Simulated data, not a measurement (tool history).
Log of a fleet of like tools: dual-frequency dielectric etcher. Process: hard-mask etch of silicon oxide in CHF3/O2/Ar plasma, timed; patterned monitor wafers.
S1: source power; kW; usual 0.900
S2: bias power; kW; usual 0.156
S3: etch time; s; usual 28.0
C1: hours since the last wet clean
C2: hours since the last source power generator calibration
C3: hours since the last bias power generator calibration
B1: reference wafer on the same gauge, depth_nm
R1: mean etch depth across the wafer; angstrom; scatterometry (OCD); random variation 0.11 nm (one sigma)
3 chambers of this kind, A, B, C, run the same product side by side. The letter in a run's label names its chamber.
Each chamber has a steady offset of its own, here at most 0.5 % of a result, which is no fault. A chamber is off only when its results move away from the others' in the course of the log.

run,day,S1,S2,S3,C1,C2,C3,B1,R1
1B,0.229,0.900,0.156,28.0,340.9,239.4,1947.7,61.701,616.44
2C,0.388,0.900,0.156,28.0,611.7,1712.1,2244.6,61.681,620.18
3A,0.621,0.900,0.156,28.0,556.2,1431.1,703.6,61.663,619.41
4C,0.775,0.900,0.156,28.0,621.0,1721.4,2253.9,61.630,620.69
5A,0.996,0.900,0.156,28.0,565.2,1440.1,712.6,61.611,620.25
6B,1.208,0.900,0.156,28.0,364.4,262.9,1971.2,61.589,617.37
7A,1.450,0.900,0.156,28.0,576.1,1451.0,723.5,61.568,618.18
8C,1.696,0.900,0.156,28.0,643.1,1743.5,2276.0,61.547,619.03
9B,1.879,0.830,0.156,28.0,380.5,279.0,1987.3,61.506,599.01
10C,2.079,0.830,0.156,28.0,652.3,1752.7,2285.2,61.515,597.97
11B,2.246,0.830,0.156,28.0,389.3,287.8,1996.1,61.500,597.00
# day 2.462: chamber A: wet clean of the chamber
12A,2.492,0.900,0.156,28.0,0.7,1476.0,748.5,61.484,616.57
# day 2.533: chamber C: wet clean of the chamber
13C,2.754,0.900,0.156,28.0,5.4,1768.9,2301.4,61.452,617.64
14A,2.950,0.900,0.156,28.0,11.7,1487.0,759.5,61.450,616.80
15B,3.129,0.900,0.156,28.0,410.5,309.0,2017.3,61.414,616.96
16A,3.308,0.900,0.156,28.0,20.3,1495.6,768.1,61.413,614.77
17B,3.525,0.730,0.156,33.0,420.0,318.5,2026.8,61.396,667.47
# day 3.579: chamber B: wet clean of the chamber
18C,3.729,0.730,0.156,33.0,28.8,1792.3,2324.8,61.366,669.31
19B,3.858,0.730,0.156,33.0,6.7,326.5,2034.8,61.363,668.28
# day 4.012: chamber C: source power generator calibrated
20C,4.046,0.900,0.156,28.0,36.4,0.9,2332.4,61.349,616.57
21A,4.312,0.900,0.132,30.5,44.4,1519.7,792.2,61.306,636.35
22C,4.517,0.900,0.132,30.5,47.7,12.2,2343.7,61.329,638.05
23B,4.762,0.900,0.132,30.5,28.4,348.2,2056.5,61.271,634.25

Is one chamber off against the others, does the gauge drift, or is nothing wrong? If a chamber is off, say which, and what the likeliest cause is.

The gauge drifts, so all chambers seem to drift together. No chamber is off.
Cause: gauge reads low (%) = 0.708.
